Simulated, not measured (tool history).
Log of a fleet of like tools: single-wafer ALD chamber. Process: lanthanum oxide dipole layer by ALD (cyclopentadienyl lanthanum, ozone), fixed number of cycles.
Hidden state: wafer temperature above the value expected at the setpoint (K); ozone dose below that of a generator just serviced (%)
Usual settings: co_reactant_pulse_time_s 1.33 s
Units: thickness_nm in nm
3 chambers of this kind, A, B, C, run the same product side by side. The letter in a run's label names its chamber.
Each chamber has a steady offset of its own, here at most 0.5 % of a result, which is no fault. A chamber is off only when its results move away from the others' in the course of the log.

run   hour  co_reactant_pulse_time_s  hours since the last thermocouple change  hours since the last ozone generator service  read-back reference wafer on the same gauge, thickness_nm  thickness_nm
 1C   13.5                      1.33                                    2081.6                                          26.8                                                    0.45014       0.53573
 2B   25.9                      1.33                                    2125.4                                        1323.5                                                    0.44974       0.54142
 3A     34                      1.33                                    1020.4                                         156.5                                                    0.45041       0.53791
 4B   44.2                      1.33                                    2143.7                                        1341.8                                                    0.44988       0.53923
      53.8  -- chamber C: thermocouple changed; heater temperature recalibrated
 5A   56.1                      1.33                                    1042.5                                         178.6                                                    0.44982       0.53348
 6C   64.1                      1.33                                      10.4                                          77.4                                                    0.45013       0.53788
 7A   75.7                      1.33                                    1062.1                                         198.2                                                    0.45003       0.53506
 8B   85.1                      1.33                                    2184.6                                        1382.7                                                    0.45009       0.54029
 9C   97.3                      1.33                                      43.6                                         110.6                                                    0.45023       0.53645
10C    109                      1.33                                      55.3                                         122.3                                                    0.45004        0.5371
11A  117.7                      1.33                                    1104.1                                         240.2                                                    0.44995       0.53792
12B  129.5                      1.33                                      2229                                        1427.1                                                    0.44985       0.53977
13B  138.2                      1.33                                    2237.7                                        1435.8                                                    0.45018       0.53807
14C    150                      1.33                                      96.3                                         163.3                                                    0.45007       0.53325
15A  162.6                      1.33                                      1149                                         285.1                                                    0.44993        0.5346
16B  173.1                      1.33                                    2272.6                                        1470.7                                                    0.45015       0.53934
17C  181.1                      1.33                                     127.4                                         194.4                                                    0.44996       0.53617
18A  189.2                      1.33                                    1175.6                                         311.7                                                    0.44998       0.53316
19A    202                      1.33                                    1188.4                                         324.5                                                    0.44991        0.5321
20B  208.7                      1.33                                    2308.2                                        1506.3                                                    0.45035        0.5374
21C  214.9                      1.33                                     161.2                                         228.2                                                    0.45017       0.53683
22A    223                      1.33                                    1209.4                                         345.5                                                    0.44999       0.53273
23C  229.7                      1.33                                       176                                           243                                                    0.45041       0.53644
24B  240.3                      1.33                                    2339.8                                        1537.9                                                    0.44994       0.53844
25C  246.6                      1.33                                     192.9                                         259.9                                                    0.44982       0.53487
26A  252.4                      1.33                                    1238.8                                         374.9                                                    0.44992       0.53265
27B  262.3                      1.33                                    2361.8                                        1559.9                                                    0.44997       0.53988
28A  275.7                      1.33                                    1262.1                                         398.2                                                    0.45027       0.52931
29B  282.2                      1.33                                    2381.7                                        1579.8                                                    0.45034       0.53831
30C  289.6                      1.33                                     235.9                                         302.9                                                    0.45024       0.53672
31B  301.1                      1.77                                    2400.6                                        1598.7                                                    0.44954       0.56231
32C  307.2                      1.77                                     253.5                                         320.5                                                     0.4502       0.56067
33A  313.7                      1.77                                    1300.1                                         436.2                                                    0.45011       0.55487
34B  325.5                      1.33                                      2425                                        1623.1                                                    0.45004       0.53618
35C  334.9                      1.33                                     281.2                                         348.2                                                    0.44994       0.53676
36A  345.9                      1.33                                    1332.3                                         468.4                                                    0.44993       0.52549
37A  357.7                      1.33                                    1344.1                                         480.2                                                    0.44988       0.52831
       365  -- chamber B: thermocouple changed; heater temperature recalibrated
38B  370.1                      1.33                                       5.2                                        1667.7                                                    0.45001       0.53692
39C    383                      1.33                                     329.3                                         396.3                                                    0.45015       0.53662
40B  394.5                      1.33                                      29.6                                        1692.1                                                    0.44974       0.53922
41A  404.5                      1.33                                    1390.9                                           527                                                    0.44999       0.52427
42C  410.5                      1.33                                     356.8                                         423.8                                                    0.45026       0.53905
43B  418.2                      1.33                                      53.3                                        1715.8                                                    0.44984       0.53643
44A  430.9                      1.33                                    1417.3                                         553.4                                                    0.45001       0.52381

All 3 chambers run these settings next. Forecast each chamber's results:
45A  440.5                      1.33                                                                                                                                                                ?
45B  440.5                      1.33                                                                                                                                                                ?
45C  440.5                      1.33                                                                                                                                                                ?

run  thickness_nm
45A       0.52278
45B       0.53665
45C       0.53557
